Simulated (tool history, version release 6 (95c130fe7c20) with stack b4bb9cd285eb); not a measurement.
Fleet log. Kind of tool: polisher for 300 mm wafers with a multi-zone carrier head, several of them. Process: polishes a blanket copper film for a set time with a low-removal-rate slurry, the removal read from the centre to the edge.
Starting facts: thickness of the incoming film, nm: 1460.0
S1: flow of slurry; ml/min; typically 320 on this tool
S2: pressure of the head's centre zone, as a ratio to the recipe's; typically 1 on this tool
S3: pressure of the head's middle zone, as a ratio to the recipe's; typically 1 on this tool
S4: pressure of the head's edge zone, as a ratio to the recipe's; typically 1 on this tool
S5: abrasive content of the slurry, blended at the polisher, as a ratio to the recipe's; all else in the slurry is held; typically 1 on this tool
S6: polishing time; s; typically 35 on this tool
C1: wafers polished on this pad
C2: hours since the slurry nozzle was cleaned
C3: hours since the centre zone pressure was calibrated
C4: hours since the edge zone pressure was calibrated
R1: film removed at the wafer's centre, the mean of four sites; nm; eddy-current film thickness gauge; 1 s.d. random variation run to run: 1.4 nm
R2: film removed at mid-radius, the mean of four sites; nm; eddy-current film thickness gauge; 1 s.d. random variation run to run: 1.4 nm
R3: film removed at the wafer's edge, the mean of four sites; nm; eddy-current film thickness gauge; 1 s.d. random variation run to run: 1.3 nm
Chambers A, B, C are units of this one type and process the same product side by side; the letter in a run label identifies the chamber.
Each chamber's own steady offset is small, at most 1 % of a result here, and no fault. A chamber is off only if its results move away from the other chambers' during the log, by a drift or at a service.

run 1B hour=7.5 | S1=320 S2=1 S3=1 S4=1 S5=1 S6=35 | C1=647 C2=464.8 C3=222.8 C4=480.5 | R1=103.1 R2=100.23 R3=103.23
run 2C hour=18.2 | S1=320 S2=1 S3=1 S4=1 S5=1 S6=35 | C1=993 C2=505.4 C3=149.6 C4=244.6 | R1=106.73 R2=103.23 R3=103.94
-- hour=21.1 chamber B: worn pad replaced by a new one
run 3A hour=27.6 | S1=320 S2=1 S3=1 S4=1 S5=1 S6=35 | C1=507 C2=168.4 C3=495.7 C4=74.9 | R1=101.41 R2=100.54 R3=105.03
-- hour=28 chamber C: slurry nozzle cleaned
run 4A hour=36.4 | S1=320 S2=1 S3=1 S4=1 S5=1 S6=35 | C1=620 C2=177.2 C3=504.5 C4=83.7 | R1=106.27 R2=100.85 R3=103.95
run 5B hour=46.6 | S1=320 S2=1 S3=1 S4=1 S5=1 S6=35 | C1=327 C2=503.9 C3=261.9 C4=519.6 | R1=101.53 R2=101.9 R3=105.22
-- hour=50.6 chamber C: worn pad replaced by a new one
-- hour=52.5 chamber A: worn pad replaced by a new one
run 6C hour=56.7 | S1=320 S2=1 S3=1 S4=1 S5=1 S6=35 | C1=78 C2=28.7 C3=188.1 C4=283.1 | R1=105.67 R2=104.5 R3=103.04
run 7B hour=66.8 | S1=320 S2=1 S3=1 S4=1 S5=1 S6=35 | C1=587 C2=524.1 C3=282.1 C4=539.8 | R1=103.49 R2=104.96 R3=104.5
run 8A hour=75.3 | S1=320 S2=1 S3=1 S4=1 S5=1 S6=35 | C1=293 C2=216.1 C3=543.4 C4=122.6 | R1=103.92 R2=103.23 R3=102.67
run 9C hour=85.6 | S1=375 S2=1 S3=1 S4=0.91 S5=1 S6=35 | C1=450 C2=57.6 C3=217 C4=312 | R1=104.13 R2=105.73 R3=100.67
-- hour=88.4 chamber B: worn pad replaced by a new one
run 10A hour=96.1 | S1=375 S2=1 S3=1 S4=0.91 S5=1 S6=35 | C1=560 C2=236.9 C3=564.2 C4=143.4 | R1=105.48 R2=107.05 R3=98.828
-- hour=101.1 chamber C: edge zone pressure recalibrated
run 11C hour=103.2 | S1=375 S2=1 S3=1 S4=0.91 S5=1 S6=35 | C1=676 C2=75.2 C3=234.6 C4=2.2 | R1=105.9 R2=104.28 R3=101.96
run 12B hour=109.5 | S1=320 S2=1 S3=1 S4=1 S5=1 S6=35 | C1=271 C2=566.8 C3=324.8 C4=582.5 | R1=100.45 R2=105.55 R3=102.15
run 13C hour=114.9 | S1=320 S2=1 S3=1 S4=1 S5=1 S6=35 | C1=826 C2=86.9 C3=246.3 C4=13.9 | R1=104.6 R2=104.74 R3=103.65
run 14A hour=120 | S1=400 S2=1 S3=1 S4=1 S5=1 S6=35 | C1=866 C2=260.8 C3=588.1 C4=167.3 | R1=106.11 R2=105.69 R3=105.99
-- hour=123.1 chamber A: worn pad replaced by a new one
run 15B hour=124.8 | S1=400 S2=1 S3=1 S4=1 S5=1 S6=35 | C1=467 C2=582.1 C3=340.1 C4=597.8 | R1=104.59 R2=104.48 R3=104.85
run 16A hour=132.7 | S1=400 S2=1 S3=1 S4=1 S5=1 S6=35 | C1=123 C2=273.5 C3=600.8 C4=180 | R1=107.29 R2=105.12 R3=104.03
run 17C hour=139.1 | S1=320 S2=1 S3=1 S4=1 S5=1 S6=35 | C1=1136 C2=111.1 C3=270.5 C4=38.1 | R1=102.87 R2=104.24 R3=103.69
-- hour=143.4 chamber C: worn pad replaced by a new one
run 18B hour=149.4 | S1=320 S2=1 S3=1 S4=1 S5=1 S6=35 | C1=783 C2=606.7 C3=364.7 C4=622.4 | R1=104.72 R2=101.2 R3=102.69
-- hour=153.7 chamber B: worn pad replaced by a new one
-- hour=154 chamber B: slurry nozzle cleaned
run 19B hour=159.7 | S1=320 S2=1 S3=1 S4=1 S5=1 S6=35 | C1=78 C2=5.8 C3=375 C4=632.7 | R1=103.18 R2=102.59 R3=102.85
run 20C hour=166.8 | S1=320 S2=1 S3=1 S4=1 S5=1 S6=35 | C1=301 C2=138.8 C3=298.2 C4=65.8 | R1=104.96 R2=104.28 R3=101.11
run 21A hour=174.3 | S1=320 S2=0.96 S3=1 S4=1 S5=1 S6=47 | C1=657 C2=315.1 C3=642.4 C4=221.6 | R1=130.12 R2=138.53 R3=138.93
run 22A hour=184.5 | S1=320 S2=0.96 S3=1 S4=1 S5=1 S6=47 | C1=788 C2=325.3 C3=652.6 C4=231.8 | R1=136.57 R2=139.2 R3=138.51
run 23B hour=192.6 | S1=320 S2=0.96 S3=1 S4=1 S5=1 S6=47 | C1=500 C2=38.7 C3=407.9 C4=665.6 | R1=132.07 R2=140.53 R3=140.23
run 24C hour=202 | S1=320 S2=1 S3=1 S4=1 S5=1 S6=35 | C1=753 C2=174 C3=333.4 C4=101 | R1=106.2 R2=103.22 R3=101.12
-- hour=204.2 chamber B: edge zone pressure recalibrated
-- hour=204.2 chamber A: worn pad replaced by a new one
run 25B hour=212.6 | S1=320 S2=1 S3=1 S4=1 S5=1 S6=35 | C1=757 C2=58.7 C3=427.9 C4=8.5 | R1=102.73 R2=100.54 R3=105.44
run 26C hour=217.3 | S1=320 S2=1 S3=1 S4=1 S5=1.25 S6=35 | C1=949 C2=189.3 C3=348.7 C4=116.3 | R1=109.57 R2=106.68 R3=108.08
run 27A hour=223.6 | S1=320 S2=1 S3=1 S4=1 S5=1.25 S6=35 | C1=250 C2=364.4 C3=691.7 C4=270.9 | R1=109.69 R2=107.85 R3=107.75
run 28C hour=230.1 | S1=320 S2=1 S3=1 S4=1 S5=1.25 S6=35 | C1=1114 C2=202.1 C3=361.5 C4=129.1 | R1=109.18 R2=109.73 R3=108.83
-- hour=232.5 chamber B: worn pad replaced by a new one
run 29A hour=239 | S1=320 S2=1 S3=1 S4=1 S5=1 S6=35 | C1=447 C2=379.8 C3=707.1 C4=286.3 | R1=102.26 R2=101.86 R3=105.61
run 30B hour=245.3 | S1=400 S2=1 S3=1 S4=0.96 S5=1 S6=35 | C1=164 C2=91.4 C3=460.6 C4=41.2 | R1=103.79 R2=103.66 R3=101.49
-- hour=248.9 chamber C: worn pad replaced by a new one
run 31C hour=250.4 | S1=400 S2=1 S3=1 S4=0.96 S5=1 S6=35 | C1=20 C2=222.4 C3=381.8 C4=149.4 | R1=106.54 R2=104.6 R3=99.493
run 32B hour=256.1 | S1=400 S2=1 S3=1 S4=0.96 S5=1 S6=35 | C1=303 C2=102.2 C3=471.4 C4=52 | R1=104.3 R2=102.91 R3=103.32
run 33A hour=264.2 | S1=320 S2=1 S3=1 S4=1 S5=1 S6=35 | C1=771 C2=405 C3=732.3 C4=311.5 | R1=105.38 R2=103.07 R3=105.21
-- hour=266.2 chamber C: centre zone pressure recalibrated
-- hour=273.2 chamber A: worn pad replaced by a new one
run 34C hour=274 | S1=320 S2=1 S3=1 S4=1 S5=1 S6=35 | C1=323 C2=246 C3=7.8 C4=173 | R1=103.17 R2=103.14 R3=102.61
run 35B hour=281.5 | S1=320 S2=1 S3=1 S4=1 S5=1 S6=35 | C1=629 C2=127.6 C3=496.8 C4=77.4 | R1=103.16 R2=103.44 R3=103.92
run 36A hour=287 | S1=320 S2=0.94 S3=1 S4=1 S5=1 S6=35 | C1=178 C2=427.8 C3=755.1 C4=334.3 | R1=97.508 R2=102.38 R3=105.61
run 37B hour=297.8 | S1=320 S2=0.94 S3=1 S4=1 S5=1 S6=35 | C1=838 C2=143.9 C3=513.1 C4=93.7 | R1=96.511 R2=99.343 R3=103.48

Next, every chamber runs the same settings. What will each give?
run 38A hour=305.7 | S1=320 S2=1 S3=1 S4=1 S5=1 S6=35 | R1=? R2=? R3=?
run 38B hour=305.7 | S1=320 S2=1 S3=1 S4=1 S5=1 S6=35 | R1=? R2=? R3=?
run 38C hour=305.7 | S1=320 S2=1 S3=1 S4=1 S5=1 S6=35 | R1=? R2=? R3=?

run=38A R1=102.19 R2=100.18 R3=101.83
run=38B R1=105.63 R2=104.16 R3=103.82
run=38C R1=103.17 R2=105.09 R3=103.72
